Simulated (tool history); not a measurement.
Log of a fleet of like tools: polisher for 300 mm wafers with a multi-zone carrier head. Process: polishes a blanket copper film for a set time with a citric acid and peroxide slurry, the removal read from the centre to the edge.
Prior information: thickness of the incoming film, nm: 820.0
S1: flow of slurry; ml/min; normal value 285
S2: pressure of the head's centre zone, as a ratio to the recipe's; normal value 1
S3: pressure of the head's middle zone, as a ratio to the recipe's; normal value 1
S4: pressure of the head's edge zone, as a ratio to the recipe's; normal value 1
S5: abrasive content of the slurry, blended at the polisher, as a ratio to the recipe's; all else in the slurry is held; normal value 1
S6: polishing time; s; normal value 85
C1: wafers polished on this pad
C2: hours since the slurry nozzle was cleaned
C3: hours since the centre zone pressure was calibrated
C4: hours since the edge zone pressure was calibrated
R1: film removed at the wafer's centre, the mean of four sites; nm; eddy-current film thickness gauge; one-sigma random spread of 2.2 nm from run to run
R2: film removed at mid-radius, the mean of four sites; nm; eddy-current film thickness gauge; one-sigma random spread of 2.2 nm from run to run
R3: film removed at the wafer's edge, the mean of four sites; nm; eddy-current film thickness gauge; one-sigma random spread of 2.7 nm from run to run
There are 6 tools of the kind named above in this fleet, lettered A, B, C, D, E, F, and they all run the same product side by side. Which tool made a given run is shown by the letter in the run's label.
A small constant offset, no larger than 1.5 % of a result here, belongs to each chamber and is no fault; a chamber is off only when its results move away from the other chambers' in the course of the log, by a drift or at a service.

run	hour	S1	S2	S3	S4	S5	S6	C1	C2	C3	C4	R1	R2	R3
1B	9.5	285	1	1	1	1	85	653	100.1	193	202.1	214.83	211.1	211.68
# hour 19.7: chamber C: worn pad replaced by a new one
2F	23.3	285	1	1	1	1	85	549	292.9	465.7	330.1	206.77	205.82	207.68
# hour 27.5: chamber B: worn pad replaced by a new one
3A	34.1	285	1	1	1	1	85	633	56.8	343.9	695	210.26	212.04	208.84
# hour 40.9: chamber A: worn pad replaced by a new one
4E	42.9	285	1	1	1	1	85	739	276.6	670.8	482.2	207.26	208.97	213.43
5D	57.3	285	1	1	1	1	85	651	68.3	486.3	672.5	206.18	208.66	216.5
# hour 57.5: chamber D: centre zone pressure recalibrated
6C	66	285	1	1	1	1	85	364	838.6	352.9	95.8	212.23	210.85	212.09
7D	78.3	285	1	1	1	1	85	816	89.3	20.9	693.5	212.16	208.48	219.34
# hour 79.8: chamber F: worn pad replaced by a new one
# hour 86.3: chamber E: worn pad replaced by a new one
8C	86.6	285	1	1	1	1	85	526	859.2	373.5	116.4	208.7	212.94	210.53
9F	94.4	285	1	1	1	1	85	115	364	536.8	401.2	213.04	208.61	207.14
10E	106.4	285	1	1	1	1	85	158	340.1	734.3	545.7	208.32	210.49	211.91
# hour 113.4: chamber F: slurry nozzle cleaned
# hour 119.3: chamber C: centre zone pressure recalibrated
11B	121.8	285	1	1	1	1	85	741	212.4	305.3	314.4	212.82	214.47	214.64
# hour 121.9: chamber B: worn pad replaced by a new one
12A	128.7	285	1	1	1	0.75	85	690	151.4	438.5	789.6	200.62	199.71	193.38
# hour 140: chamber A: worn pad replaced by a new one
13A	140.1	285	1	1	1	0.75	85	1	162.8	449.9	801	204.57	199.54	193.11
14B	150.9	285	1	1	1	0.75	85	228	241.5	334.4	343.5	201.07	199.56	200.21
15F	160.6	285	1	1	1	0.75	85	635	47.2	603	467.4	195.83	195.59	200.17
16D	167.5	285	1	1	1	0.75	85	1517	178.5	110.1	782.7	192.69	195.54	199.8
# hour 169.5: chamber C: worn pad replaced by a new one
17C	178.6	285	1	1	1	0.75	85	71	951.2	59.3	208.4	193.93	198.51	199.37
18E	189.4	285	1	1	1	1	85	810	423.1	817.3	628.7	207.9	211.12	211.44
# hour 192.6: chamber F: worn pad replaced by a new one
# hour 200.5: chamber C: slurry nozzle cleaned
19A	203.9	285	1.1	1.07	1	1	85	502	226.6	513.7	864.8	234.63	226.2	204.52
# hour 204.2: chamber B: edge zone pressure recalibrated
# hour 208.1: chamber E: slurry nozzle cleaned
# hour 213.8: chamber B: worn pad replaced by a new one
20E	218.9	285	1.1	1.07	1	1	85	1042	10.8	846.8	658.2	236.2	223.64	208.92
21F	230.6	285	1.1	1.07	1	1	85	299	117.2	673	537.4	237.13	224.52	204.42
# hour 231.2: chamber A: slurry nozzle cleaned
22B	237.6	285	1.1	1.07	1	1	85	187	328.2	421.1	33.5	236.38	220.04	208.96
# hour 240.1: chamber A: worn pad replaced by a new one
23D	249.4	285	1.1	1.07	1	1	85	2160	260.4	192	864.6	221.48	211.55	200.24
# hour 256.4: chamber E: worn pad replaced by a new one
24C	256.4	285	1.1	1.07	1	1	85	682	55.9	137.1	286.2	232.76	225.35	212.68
25F	263.2	285	1	1	1	1	85	555	149.8	705.6	570	208.32	211.77	205.08
26E	274.7	285	1	1	1	1	85	144	66.6	902.6	714	208.93	208.35	206.88
27A	286.7	285	1	1	1	1	85	366	55.5	596.5	947.6	215.27	209.54	207.58
# hour 294.5: chamber B: worn pad replaced by a new one
28B	297.5	285	1	1	1	1	85	24	388.1	481	93.4	211.52	213.73	207.92
# hour 306.5: chamber C: worn pad replaced by a new one
29C	311.9	285	1	1	1	1	85	42	111.4	192.6	341.7	213.52	207.61	210.76
# hour 323.3: chamber A: worn pad replaced by a new one
30D	323.3	285	1.09	1	1	1	85	2741	334.3	265.9	938.5	216.81	190.85	194.25
31D	332.2	285	1.09	1	1	1	85	2811	343.2	274.8	947.4	207.1	191.35	199.56
32F	338.9	285	1.09	1	1	1	85	1150	225.5	781.3	645.7	228.43	208.14	209.55
# hour 339.4: chamber F: worn pad replaced by a new one
# hour 344: chamber C: edge zone pressure recalibrated
33E	352.2	285	1.09	1	1	1	85	753	144.1	980.1	791.5	227.98	208.46	208.41
34B	366	285	1.09	1	1	1	85	562	456.6	549.5	161.9	234.61	212.26	208.03
# hour 369.2: chamber A: centre zone pressure recalibrated
35C	374.8	285	1.09	1	1	1	85	536	174.3	255.5	30.8	233.71	206.92	204.99
36A	389.3	285	1	1	1	1	85	518	158.1	20.1	1050.2	214.43	212.29	203.52
37F	396	285	1	1	1.05	1	62	444	282.6	838.4	702.8	151.58	153.48	157.79

Next, all 6 chambers run the settings below, one line each with question marks for the results. What does each chamber give?
38A	407	285	1	1	1	1	103					?	?	?
38B	407	285	1	1	1	1	103					?	?	?
38C	407	285	1	1	1	1	103					?	?	?
38D	407	285	1	1	1	1	103					?	?	?
38E	407	285	1	1	1	1	103					?	?	?
38F	407	285	1	1	1	1	103					?	?	?

run	R1	R2	R3
38A	255.95	257.86	247.72
38B	258.9	251.45	254.11
38C	249.22	254.21	254.28
38D	227.67	225.14	228.04
38E	250.61	253.76	258.38
38F	251.87	253.78	253.01

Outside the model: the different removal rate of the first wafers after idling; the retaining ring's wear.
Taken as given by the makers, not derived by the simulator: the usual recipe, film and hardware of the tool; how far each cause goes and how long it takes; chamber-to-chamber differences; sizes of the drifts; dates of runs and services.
